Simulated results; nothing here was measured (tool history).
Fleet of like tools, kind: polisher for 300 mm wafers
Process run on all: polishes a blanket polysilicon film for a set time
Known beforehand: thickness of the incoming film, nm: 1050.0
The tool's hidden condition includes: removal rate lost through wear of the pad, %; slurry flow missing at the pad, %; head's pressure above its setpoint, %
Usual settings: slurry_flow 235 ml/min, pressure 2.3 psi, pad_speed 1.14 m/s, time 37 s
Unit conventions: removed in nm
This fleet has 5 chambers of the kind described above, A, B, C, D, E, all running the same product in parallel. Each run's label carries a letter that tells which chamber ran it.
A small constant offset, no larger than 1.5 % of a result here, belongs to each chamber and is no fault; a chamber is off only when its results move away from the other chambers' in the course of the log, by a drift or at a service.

run	hour	slurry_flow	pressure	pad_speed	time	wafers polished on this pad	hours since the slurry nozzle was cleaned	hours since the head pressure was calibrated	removed
1A	4.4	235	2.3	1.14	37	1069	318.4	656.4	313.64
# hour 5.7: chamber A: worn pad replaced by a new one
2D	8.6	235	2.3	1.14	37	323	441.8	95.5	327.06
3E	12.9	235	2.3	1.14	37	928	433.8	664.6	321.99
4B	17.3	235	2.3	1.14	37	610	620.9	125.9	317.3
# hour 19.1: chamber C: worn pad replaced by a new one
5C	20.9	275	2.3	1.14	37	17	175.3	137.6	336.16
6A	25.8	275	2.3	1.14	37	182	339.8	677.8	323.04
7C	28.8	275	2.3	1.14	37	88	183.2	145.5	339.23
8E	33.7	275	2.3	1.14	37	1117	454.6	685.4	330.02
# hour 34.7: chamber D: worn pad replaced by a new one
9B	36.5	275	2.3	1.14	37	785	640.1	145.1	331.42
10D	39.9	235	2.3	1.14	37	47	473.1	126.8	319.42
11C	42.6	235	2.3	1.14	37	214	197	159.3	329.17
12B	46	235	2.3	1.14	37	871	649.6	154.6	316.91
# hour 50.1: chamber B: worn pad replaced by a new one
13A	50.9	235	2.3	1.14	37	410	364.9	702.9	321.88
14D	54.3	235	2.3	1.14	37	178	487.5	141.2	322.6
15E	58.3	235	2.3	1.14	37	1340	479.2	710	315.5
# hour 59.4: chamber E: worn pad replaced by a new one
16E	63	235	2.3	1.14	37	33	483.9	714.7	321.83
17A	67.1	235	2.3	1.14	37	557	381.1	719.1	317.69
18B	70.5	235	2.3	1.14	37	185	674.1	179.1	320.12
19D	74.7	310	2.3	0.94	37	363	507.9	161.6	276.05
20C	77.3	310	2.3	0.94	37	529	231.7	194	274.56
# hour 77.4: chamber A: head pressure recalibrated
21B	82.1	310	2.3	0.94	37	290	685.7	190.7	269.22
22D	84.4	310	2.3	0.94	37	451	517.6	171.3	276.04
23A	89.4	310	2.3	0.94	37	760	403.4	12.1	288.65
24E	93.5	235	2.3	1.14	37	310	514.4	745.2	326.13
25C	96.3	235	2.3	1.14	37	701	250.7	213	324.09
# hour 99.1: chamber C: slurry nozzle cleaned
26B	100.2	235	2.3	1.14	37	454	703.8	208.8	320.62
27E	103.3	235	2.3	1.14	37	398	524.2	755	325.54
# hour 104.4: chamber D: worn pad replaced by a new one
28C	107.5	235	2.3	1.14	37	803	8.4	224.2	325.5
29A	111	235	2.3	1.14	37	956	425	33.7	341.29
# hour 113.7: chamber A: worn pad replaced by a new one
30D	114.4	235	2.3	1.14	37	91	547.6	201.3	324.64
31A	117.4	235	2.3	1.14	37	33	431.4	40.1	340.33
32C	121.3	235	2.3	1.14	37	928	22.2	238	319.25
33D	124.7	235	2.3	1.14	37	184	557.9	211.6	333.74
34E	129.4	235	2.3	1.14	37	635	550.3	781.1	322.29
# hour 131.3: chamber B: worn pad replaced by a new one
35B	133.4	235	2.3	1.14	37	19	737	242	315.82
36A	138.3	235	2.3	1.14	37	223	452.3	61	341.19
37B	142.7	235	2.3	1.4	47	104	746.3	251.3	498.17

Next, every chamber runs the same settings. What will each give?
38A	146.3	270	2.3	1.14	37				?
38B	146.3	270	2.3	1.14	37				?
38C	146.3	270	2.3	1.14	37				?
38D	146.3	270	2.3	1.14	37				?
38E	146.3	270	2.3	1.14	37				?

run	removed
38A	345.9
38B	323.93
38C	328.4
38D	326.77
38E	325.34

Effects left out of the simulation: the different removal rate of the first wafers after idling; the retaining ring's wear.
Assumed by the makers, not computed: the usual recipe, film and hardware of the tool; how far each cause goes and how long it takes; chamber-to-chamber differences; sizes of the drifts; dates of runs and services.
